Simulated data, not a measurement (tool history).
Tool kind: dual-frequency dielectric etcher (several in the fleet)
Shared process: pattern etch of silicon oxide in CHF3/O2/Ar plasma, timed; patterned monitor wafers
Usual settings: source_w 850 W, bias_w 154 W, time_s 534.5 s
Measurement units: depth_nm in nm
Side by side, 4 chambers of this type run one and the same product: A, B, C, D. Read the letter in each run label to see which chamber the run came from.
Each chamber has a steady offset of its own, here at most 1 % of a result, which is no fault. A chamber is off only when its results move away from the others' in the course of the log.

run,hour,source_w,bias_w,time_s,hours since the last wet clean,hours since the last source power generator calibration,hours since the last bias power generator calibration,"read-back reference wafer on the same gauge, depth_nm",depth_nm
1D,14.0,850,154,534.5,223.2,2456.4,508.9,970.40,1161.2
# hour 18.1: chamber A: wet clean of the chamber
2A,27.9,850,154,534.5,9.8,1746.3,975.7,969.69,1156.4
3B,37.3,850,154,534.5,215.8,3190.1,2124.5,969.25,1146.4
4C,49.4,850,154,534.5,312.9,1786.3,2314.5,970.26,1153.9
5B,58.3,850,154,534.5,236.8,3211.1,2145.5,969.98,1153.5
6C,65.7,850,154,534.5,329.2,1802.6,2330.8,969.95,1156.0
7A,78.8,850,174,583.5,60.7,1797.2,1026.6,969.80,1297.0
8D,87.7,850,174,583.5,296.9,2530.1,582.6,969.76,1305.2
9D,99.4,850,174,583.5,308.6,2541.8,594.3,970.06,1304.9
10A,108.3,850,174,583.5,90.2,1826.7,1056.1,970.47,1307.6
11C,120.2,850,154,534.5,383.7,1857.1,2385.3,970.82,1147.2
12B,134.9,850,154,534.5,313.4,3287.7,2222.1,969.74,1140.3
13D,143.8,850,154,534.5,353.0,2586.2,638.7,970.41,1148.2
14B,158.4,850,154,534.5,336.9,3311.2,2245.6,970.11,1142.5
15C,165.8,690,154,534.5,429.3,1902.7,2430.9,970.75,1064.8
16A,174.0,690,154,534.5,155.9,1892.4,1121.8,969.93,1067.3
17B,186.3,690,154,534.5,364.8,3339.1,2273.5,969.69,1060.5
18C,195.2,690,154,534.5,458.7,1932.1,2460.3,970.49,1062.7
19A,202.7,850,154,534.5,184.6,1921.1,1150.5,968.90,1143.2
20D,213.0,850,154,534.5,422.2,2655.4,707.9,969.59,1129.3
21D,228.0,850,154,534.5,437.2,2670.4,722.9,969.51,1129.3
22C,242.8,850,154,534.5,506.3,1979.7,2507.9,970.28,1149.2
23A,249.8,850,154,534.5,231.7,1968.2,1197.6,970.11,1151.7
24B,261.0,850,154,585.5,439.5,3413.8,2348.2,970.05,1257.9
# hour 265.7: chamber C: wet clean of the chamber
25C,270.9,850,154,585.5,5.3,2007.8,2536.0,969.69,1261.9
26B,285.1,850,154,585.5,463.6,3437.9,2372.3,969.50,1254.9
27A,295.4,850,154,585.5,277.3,2013.8,1243.2,969.45,1257.7
28D,305.6,850,154,534.5,514.8,2748.0,800.5,970.77,1121.5

Does one chamber stand apart from the rest, does the shared gauge drift, or is all well apart from small per-chamber offsets? Give the chamber and the most likely cause, where there is one.

Chamber D drifts away from the others.
Cause: etch rate under this chamber's usual, % = 3.27.

Here are 4 candidates for chamber D's next run, each the usual settings with a change, their results left as question marks. Which one brings its results back in line with what the others give on the usual settings?
Allowed miss from the other chambers' usual-settings mean, per result, to count as in line: depth_nm 15.0 nm
29D-1,316.6,850,154,508.5,,,,,?
29D-2,316.6,850,154,560.5,,,,,?
29D-3,316.6,850,154,548.0,,,,,?
29D-4,316.6,840,154,522.0,,,,,?

Usual-settings mean across the other chambers: depth_nm 1150.1 nm
run,depth_nm
29D-1,1065.4
29D-2,1174.4
29D-3,1148.2
29D-4,1088.6
The answer is 29D-3, which returns the chamber to within the allowed miss of the others.

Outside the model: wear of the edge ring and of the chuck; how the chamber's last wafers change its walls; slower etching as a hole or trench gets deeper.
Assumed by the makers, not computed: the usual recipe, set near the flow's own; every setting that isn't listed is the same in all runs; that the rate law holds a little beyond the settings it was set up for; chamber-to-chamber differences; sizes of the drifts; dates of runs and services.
